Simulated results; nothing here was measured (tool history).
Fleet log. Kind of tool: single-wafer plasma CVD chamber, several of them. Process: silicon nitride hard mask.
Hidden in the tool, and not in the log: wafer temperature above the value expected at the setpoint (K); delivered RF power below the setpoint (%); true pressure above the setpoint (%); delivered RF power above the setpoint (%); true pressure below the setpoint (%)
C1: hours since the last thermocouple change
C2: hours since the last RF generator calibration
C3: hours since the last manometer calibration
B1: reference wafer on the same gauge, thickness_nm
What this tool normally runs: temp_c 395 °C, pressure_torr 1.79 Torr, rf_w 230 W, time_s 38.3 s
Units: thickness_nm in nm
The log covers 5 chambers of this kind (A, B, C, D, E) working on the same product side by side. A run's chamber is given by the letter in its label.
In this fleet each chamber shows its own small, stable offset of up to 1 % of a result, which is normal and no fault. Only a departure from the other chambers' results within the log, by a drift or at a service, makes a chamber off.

{"run": "1C", "day": 0.633, "temp_c": 395, "pressure_torr": 1.79, "rf_w": 230, "time_s": 38.3, "C1": 2393.8, "C2": 651.9, "C3": 405, "B1": 42.66, "thickness_nm": 38.08}
{"run": "2D", "day": 1.179, "temp_c": 395, "pressure_torr": 1.79, "rf_w": 230, "time_s": 38.3, "C1": 514.5, "C2": 1183.9, "C3": 43.2, "B1": 42.693, "thickness_nm": 37.91}
{"day": 1.546, "done": "chamber E: capacitance manometer re-zeroed and calibrated"}
{"run": "3A", "day": 1.729, "temp_c": 395, "pressure_torr": 1.79, "rf_w": 230, "time_s": 38.3, "C1": 670.6, "C2": 139.9, "C3": 930.4, "B1": 42.717, "thickness_nm": 37.837}
{"run": "4E", "day": 2.092, "temp_c": 395, "pressure_torr": 1.79, "rf_w": 230, "time_s": 38.3, "C1": 1512, "C2": 910.4, "C3": 13.2, "B1": 42.666, "thickness_nm": 37.837}
{"day": 2.396, "done": "chamber C: thermocouple changed; heater temperature recalibrated"}
{"run": "5B", "day": 2.488, "temp_c": 395, "pressure_torr": 1.79, "rf_w": 230, "time_s": 38.3, "C1": 379, "C2": 128.1, "C3": 336.8, "B1": 42.697, "thickness_nm": 37.496}
{"run": "6D", "day": 2.942, "temp_c": 395, "pressure_torr": 1.79, "rf_w": 230, "time_s": 38.3, "C1": 556.8, "C2": 1226.2, "C3": 85.5, "B1": 42.703, "thickness_nm": 38.097}
{"run": "7A", "day": 3.421, "temp_c": 395, "pressure_torr": 1.79, "rf_w": 230, "time_s": 38.3, "C1": 711.2, "C2": 180.5, "C3": 971, "B1": 42.691, "thickness_nm": 38.128}
{"run": "8C", "day": 3.938, "temp_c": 395, "pressure_torr": 1.79, "rf_w": 230, "time_s": 38.3, "C1": 37.1, "C2": 731.2, "C3": 484.3, "B1": 42.683, "thickness_nm": 37.833}
{"run": "9E", "day": 4.592, "temp_c": 395, "pressure_torr": 1.79, "rf_w": 230, "time_s": 38.3, "C1": 1572, "C2": 970.4, "C3": 73.2, "B1": 42.731, "thickness_nm": 37.795}
{"run": "10B", "day": 4.967, "temp_c": 395, "pressure_torr": 1.79, "rf_w": 230, "time_s": 38.3, "C1": 438.5, "C2": 187.6, "C3": 396.3, "B1": 42.698, "thickness_nm": 37.44}
{"run": "11C", "day": 5.333, "temp_c": 395, "pressure_torr": 1.79, "rf_w": 230, "time_s": 38.3, "C1": 70.6, "C2": 764.7, "C3": 517.8, "B1": 42.671, "thickness_nm": 38.034}
{"run": "12A", "day": 5.992, "temp_c": 395, "pressure_torr": 2.1, "rf_w": 230, "time_s": 38.3, "C1": 772.9, "C2": 242.2, "C3": 1032.7, "B1": 42.711, "thickness_nm": 39.889}
{"run": "13E", "day": 6.546, "temp_c": 395, "pressure_torr": 2.1, "rf_w": 230, "time_s": 38.3, "C1": 1618.9, "C2": 1017.3, "C3": 120.1, "B1": 42.734, "thickness_nm": 39.402}
{"run": "14B", "day": 7.142, "temp_c": 395, "pressure_torr": 2.1, "rf_w": 230, "time_s": 38.3, "C1": 490.7, "C2": 239.8, "C3": 448.5, "B1": 42.686, "thickness_nm": 39.3}
{"run": "15D", "day": 7.546, "temp_c": 395, "pressure_torr": 2.1, "rf_w": 230, "time_s": 38.3, "C1": 667.3, "C2": 1336.7, "C3": 196, "B1": 42.74, "thickness_nm": 39.64}
{"run": "16D", "day": 8.188, "temp_c": 395, "pressure_torr": 2.1, "rf_w": 230, "time_s": 38.3, "C1": 682.7, "C2": 1352.1, "C3": 211.4, "B1": 42.691, "thickness_nm": 39.58}
{"run": "17B", "day": 8.588, "temp_c": 395, "pressure_torr": 1.79, "rf_w": 230, "time_s": 38.3, "C1": 525.4, "C2": 274.5, "C3": 483.2, "B1": 42.737, "thickness_nm": 37.517}
{"run": "18A", "day": 9.192, "temp_c": 382, "pressure_torr": 1.79, "rf_w": 230, "time_s": 38.3, "C1": 849.7, "C2": 319, "C3": 1109.5, "B1": 42.697, "thickness_nm": 38.246}
{"run": "19E", "day": 9.704, "temp_c": 382, "pressure_torr": 1.79, "rf_w": 230, "time_s": 38.3, "C1": 1694.7, "C2": 1093.1, "C3": 195.9, "B1": 42.692, "thickness_nm": 37.852}
{"run": "20C", "day": 10.071, "temp_c": 382, "pressure_torr": 1.79, "rf_w": 230, "time_s": 38.3, "C1": 184.3, "C2": 878.4, "C3": 631.5, "B1": 42.713, "thickness_nm": 37.966}
{"run": "21B", "day": 10.708, "temp_c": 382, "pressure_torr": 1.79, "rf_w": 230, "time_s": 38.3, "C1": 576.3, "C2": 325.4, "C3": 534.1, "B1": 42.746, "thickness_nm": 37.507}
{"run": "22E", "day": 11.088, "temp_c": 382, "pressure_torr": 1.79, "rf_w": 230, "time_s": 38.3, "C1": 1727.9, "C2": 1126.3, "C3": 229.1, "B1": 42.687, "thickness_nm": 37.898}
{"run": "23A", "day": 11.379, "temp_c": 395, "pressure_torr": 1.79, "rf_w": 230, "time_s": 38.3, "C1": 902.2, "C2": 371.5, "C3": 1162, "B1": 42.675, "thickness_nm": 38.095}
{"run": "24D", "day": 11.821, "temp_c": 395, "pressure_torr": 1.79, "rf_w": 230, "time_s": 38.3, "C1": 769.9, "C2": 1439.3, "C3": 298.6, "B1": 42.726, "thickness_nm": 38.194}
{"run": "25C", "day": 12.175, "temp_c": 395, "pressure_torr": 1.79, "rf_w": 230, "time_s": 38.3, "C1": 234.8, "C2": 928.9, "C3": 682, "B1": 42.682, "thickness_nm": 37.711}
{"run": "26A", "day": 12.804, "temp_c": 395, "pressure_torr": 1.79, "rf_w": 230, "time_s": 38.3, "C1": 936.4, "C2": 405.7, "C3": 1196.2, "B1": 42.707, "thickness_nm": 38.03}
{"run": "27D", "day": 13.138, "temp_c": 404, "pressure_torr": 1.79, "rf_w": 230, "time_s": 35.5, "C1": 801.5, "C2": 1470.9, "C3": 330.2, "B1": 42.731, "thickness_nm": 35.056}
{"run": "28C", "day": 13.708, "temp_c": 404, "pressure_torr": 1.79, "rf_w": 230, "time_s": 35.5, "C1": 271.6, "C2": 965.7, "C3": 718.8, "B1": 42.706, "thickness_nm": 35.123}
{"run": "29B", "day": 14.283, "temp_c": 404, "pressure_torr": 1.79, "rf_w": 230, "time_s": 35.5, "C1": 662.1, "C2": 411.2, "C3": 619.9, "B1": 42.68, "thickness_nm": 34.671}
{"run": "30E", "day": 14.921, "temp_c": 404, "pressure_torr": 1.79, "rf_w": 230, "time_s": 35.5, "C1": 1819.9, "C2": 1218.3, "C3": 321.1, "B1": 42.716, "thickness_nm": 35.08}
{"run": "31C", "day": 15.504, "temp_c": 404, "pressure_torr": 1.79, "rf_w": 230, "time_s": 35.5, "C1": 314.7, "C2": 1008.8, "C3": 761.9, "B1": 42.715, "thickness_nm": 34.973}
{"run": "32E", "day": 16.071, "temp_c": 395, "pressure_torr": 1.79, "rf_w": 230, "time_s": 38.3, "C1": 1847.5, "C2": 1245.9, "C3": 348.7, "B1": 42.692, "thickness_nm": 37.932}
{"run": "33B", "day": 16.404, "temp_c": 395, "pressure_torr": 1.79, "rf_w": 230, "time_s": 38.3, "C1": 713, "C2": 462.1, "C3": 670.8, "B1": 42.712, "thickness_nm": 37.332}
{"run": "34A", "day": 16.95, "temp_c": 408, "pressure_torr": 1.79, "rf_w": 185, "time_s": 38.3, "C1": 1035.9, "C2": 505.2, "C3": 1295.7, "B1": 42.683, "thickness_nm": 32.192}
{"run": "35D", "day": 17.454, "temp_c": 408, "pressure_torr": 1.79, "rf_w": 185, "time_s": 38.3, "C1": 905.1, "C2": 1574.5, "C3": 433.8, "B1": 42.755, "thickness_nm": 32.218}
{"run": "36C", "day": 17.925, "temp_c": 408, "pressure_torr": 1.79, "rf_w": 185, "time_s": 38.3, "C1": 372.8, "C2": 1066.9, "C3": 820, "B1": 42.667, "thickness_nm": 32.172}
{"run": "37E", "day": 18.475, "temp_c": 408, "pressure_torr": 1.79, "rf_w": 185, "time_s": 38.3, "C1": 1905.2, "C2": 1303.6, "C3": 406.4, "B1": 42.668, "thickness_nm": 31.942}

Has any chamber moved away from the others, gradually or after a service, or does the common gauge drift, or do the chambers differ only by their own small steady offsets? State the chamber and the most likely cause if one applies.

The fleet is healthy, with each chamber sitting at its usual small offset and no drift in the gauge.

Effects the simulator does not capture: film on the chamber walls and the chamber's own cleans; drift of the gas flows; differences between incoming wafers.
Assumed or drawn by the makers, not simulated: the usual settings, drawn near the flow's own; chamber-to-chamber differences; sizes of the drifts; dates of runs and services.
